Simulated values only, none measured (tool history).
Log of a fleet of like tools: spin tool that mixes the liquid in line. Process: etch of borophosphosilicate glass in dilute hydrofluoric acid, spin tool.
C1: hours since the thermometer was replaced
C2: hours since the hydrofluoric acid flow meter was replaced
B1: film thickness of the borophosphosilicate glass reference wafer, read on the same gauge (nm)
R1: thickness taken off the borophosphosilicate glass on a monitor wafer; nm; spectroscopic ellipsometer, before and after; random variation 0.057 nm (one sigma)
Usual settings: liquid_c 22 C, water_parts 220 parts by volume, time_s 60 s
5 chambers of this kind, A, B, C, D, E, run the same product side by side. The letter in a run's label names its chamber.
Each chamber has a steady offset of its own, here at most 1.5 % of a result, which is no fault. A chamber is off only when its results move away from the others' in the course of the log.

{"run": "1E", "hour": 6.6, "liquid_c": 22, "water_parts": 220, "time_s": 60, "C1": 766.8, "C2": 1197.8, "B1": 89.984, "R1": 11.1}
{"run": "2D", "hour": 12.1, "liquid_c": 22, "water_parts": 220, "time_s": 60, "C1": 650.1, "C2": 1026.3, "B1": 90.009, "R1": 10.825}
{"run": "3A", "hour": 19.5, "liquid_c": 22, "water_parts": 220, "time_s": 60, "C1": 666.0, "C2": 1448.6, "B1": 90.002, "R1": 10.841}
{"run": "4C", "hour": 25.8, "liquid_c": 22, "water_parts": 220, "time_s": 60, "C1": 1226.0, "C2": 707.1, "B1": 90.003, "R1": 11.124}
{"hour": 26.9, "done": "chamber C: hydrofluoric acid flow meter replaced"}
{"run": "5B", "hour": 31.7, "liquid_c": 22, "water_parts": 220, "time_s": 60, "C1": 444.4, "C2": 410.5, "B1": 90.018, "R1": 10.875}
{"run": "6C", "hour": 37.7, "liquid_c": 22, "water_parts": 220, "time_s": 60, "C1": 1237.9, "C2": 10.9, "B1": 90.004, "R1": 11.055}
{"run": "7B", "hour": 42.2, "liquid_c": 22, "water_parts": 220, "time_s": 60, "C1": 454.9, "C2": 421.0, "B1": 89.977, "R1": 10.771}
{"run": "8E", "hour": 50.8, "liquid_c": 22, "water_parts": 220, "time_s": 60, "C1": 811.0, "C2": 1242.0, "B1": 89.984, "R1": 11.097}
{"hour": 55.0, "done": "chamber A: hydrofluoric acid flow meter replaced"}
{"run": "9D", "hour": 55.5, "liquid_c": 22, "water_parts": 290, "time_s": 40, "C1": 693.5, "C2": 1069.7, "B1": 89.988, "R1": 5.1745}
{"run": "10A", "hour": 63.2, "liquid_c": 22, "water_parts": 290, "time_s": 40, "C1": 709.7, "C2": 8.3, "B1": 89.979, "R1": 5.1158}
{"run": "11C", "hour": 71.3, "liquid_c": 22, "water_parts": 290, "time_s": 40, "C1": 1271.5, "C2": 44.5, "B1": 89.969, "R1": 5.2277}
{"run": "12A", "hour": 78.9, "liquid_c": 22, "water_parts": 290, "time_s": 40, "C1": 725.4, "C2": 24.0, "B1": 89.999, "R1": 5.14}
{"run": "13E", "hour": 83.4, "liquid_c": 22, "water_parts": 290, "time_s": 40, "C1": 843.6, "C2": 1274.6, "B1": 89.993, "R1": 5.1918}
{"run": "14D", "hour": 92.4, "liquid_c": 22, "water_parts": 220, "time_s": 60, "C1": 730.4, "C2": 1106.6, "B1": 89.989, "R1": 10.995}
{"run": "15B", "hour": 99.6, "liquid_c": 22, "water_parts": 220, "time_s": 60, "C1": 512.3, "C2": 478.4, "B1": 89.98, "R1": 10.634}
{"run": "16B", "hour": 106.3, "liquid_c": 22, "water_parts": 220, "time_s": 60, "C1": 519.0, "C2": 485.1, "B1": 89.997, "R1": 10.613}
{"run": "17A", "hour": 113.3, "liquid_c": 22, "water_parts": 220, "time_s": 60, "C1": 759.8, "C2": 58.4, "B1": 90.014, "R1": 10.934}
{"run": "18C", "hour": 118.9, "liquid_c": 22, "water_parts": 220, "time_s": 60, "C1": 1319.1, "C2": 92.1, "B1": 90.0, "R1": 10.946}
{"run": "19E", "hour": 126.0, "liquid_c": 22, "water_parts": 220, "time_s": 60, "C1": 886.2, "C2": 1317.2, "B1": 90.012, "R1": 11.01}
{"run": "20D", "hour": 131.5, "liquid_c": 20, "water_parts": 220, "time_s": 60, "C1": 769.5, "C2": 1145.7, "B1": 89.998, "R1": 10.172}
{"run": "21E", "hour": 139.2, "liquid_c": 20, "water_parts": 220, "time_s": 60, "C1": 899.4, "C2": 1330.4, "B1": 90.003, "R1": 10.248}
{"run": "22D", "hour": 147.3, "liquid_c": 20, "water_parts": 220, "time_s": 60, "C1": 785.3, "C2": 1161.5, "B1": 89.997, "R1": 10.175}
{"run": "23A", "hour": 152.2, "liquid_c": 20, "water_parts": 220, "time_s": 60, "C1": 798.7, "C2": 97.3, "B1": 89.996, "R1": 10.065}
{"run": "24C", "hour": 156.6, "liquid_c": 20, "water_parts": 220, "time_s": 60, "C1": 1356.8, "C2": 129.8, "B1": 90.021, "R1": 10.294}
{"run": "25B", "hour": 164.9, "liquid_c": 22, "water_parts": 220, "time_s": 60, "C1": 577.6, "C2": 543.7, "B1": 89.995, "R1": 10.48}
{"hour": 167.8, "done": "chamber D: hydrofluoric acid flow meter replaced"}
{"run": "26D", "hour": 172.0, "liquid_c": 22, "water_parts": 220, "time_s": 60, "C1": 810.0, "C2": 4.2, "B1": 89.989, "R1": 10.887}
{"run": "27C", "hour": 176.5, "liquid_c": 22, "water_parts": 220, "time_s": 60, "C1": 1376.7, "C2": 149.7, "B1": 90.009, "R1": 10.975}
{"run": "28A", "hour": 184.0, "liquid_c": 22, "water_parts": 220, "time_s": 60, "C1": 830.5, "C2": 129.1, "B1": 90.008, "R1": 10.849}
{"run": "29E", "hour": 190.1, "liquid_c": 22, "water_parts": 220, "time_s": 60, "C1": 950.3, "C2": 1381.3, "B1": 90.011, "R1": 10.987}
{"run": "30B", "hour": 196.6, "liquid_c": 22, "water_parts": 220, "time_s": 60, "C1": 609.3, "C2": 575.4, "B1": 90.0, "R1": 10.279}
{"run": "31D", "hour": 201.8, "liquid_c": 22, "water_parts": 220, "time_s": 60, "C1": 839.8, "C2": 34.0, "B1": 90.001, "R1": 10.799}
{"run": "32E", "hour": 210.4, "liquid_c": 22, "water_parts": 220, "time_s": 60, "C1": 970.6, "C2": 1401.6, "B1": 89.996, "R1": 11.097}
{"run": "33C", "hour": 218.2, "liquid_c": 22, "water_parts": 220, "time_s": 60, "C1": 1418.4, "C2": 191.4, "B1": 89.993, "R1": 10.992}
{"run": "34B", "hour": 225.9, "liquid_c": 22, "water_parts": 220, "time_s": 60, "C1": 638.6, "C2": 604.7, "B1": 89.989, "R1": 10.338}
{"run": "35A", "hour": 230.2, "liquid_c": 22, "water_parts": 220, "time_s": 60, "C1": 876.7, "C2": 175.3, "B1": 90.013, "R1": 10.853}
{"run": "36C", "hour": 234.8, "liquid_c": 22, "water_parts": 220, "time_s": 60, "C1": 1435.0, "C2": 208.0, "B1": 90.007, "R1": 11.061}
{"run": "37D", "hour": 242.1, "liquid_c": 22, "water_parts": 220, "time_s": 60, "C1": 880.1, "C2": 74.3, "B1": 89.996, "R1": 10.935}
{"run": "38B", "hour": 250.0, "liquid_c": 22, "water_parts": 220, "time_s": 60, "C1": 662.7, "C2": 628.8, "B1": 89.981, "R1": 10.123}
{"run": "39A", "hour": 258.8, "liquid_c": 22, "water_parts": 220, "time_s": 60, "C1": 905.3, "C2": 203.9, "B1": 90.009, "R1": 10.886}
{"run": "40E", "hour": 266.8, "liquid_c": 22, "water_parts": 220, "time_s": 60, "C1": 1027.0, "C2": 1458.0, "B1": 89.986, "R1": 11.034}

What goes on in this fleet: one chamber off, a drifting gauge, or nothing beyond the chambers' own small offsets? Name the chamber and the cause, if any.

Chamber B drifts away from the others.
Cause: liquid colder than its thermometer reads (K) = 1.93.
The log may not tell that from: hydrofluoric acid flow below the setpoint (%).

Here are 4 candidates for chamber B's next run, each the usual settings with a change, their results left as question marks. Which one brings its results back in line with what the others give on the usual settings?
In line means no further than this from the other chambers' mean on the usual settings: R1 0.2000 nm
{"run": "41B-1", "hour": 273.2, "liquid_c": 26, "water_parts": 220, "time_s": 60, "R1": "?"}
{"run": "41B-2", "hour": 273.2, "liquid_c": 22, "water_parts": 205, "time_s": 60, "R1": "?"}
{"run": "41B-3", "hour": 273.2, "liquid_c": 22, "water_parts": 230, "time_s": 55, "R1": "?"}
{"run": "41B-4", "hour": 273.2, "liquid_c": 22, "water_parts": 220, "time_s": 55, "R1": "?"}

The other chambers' mean on the usual settings: R1 10.9710 nm
run=41B-1 R1=11.7140
run=41B-2 R1=10.9780
run=41B-3 R1=8.7369
run=41B-4 R1=9.2293
41B-2 brings the chamber back in line.

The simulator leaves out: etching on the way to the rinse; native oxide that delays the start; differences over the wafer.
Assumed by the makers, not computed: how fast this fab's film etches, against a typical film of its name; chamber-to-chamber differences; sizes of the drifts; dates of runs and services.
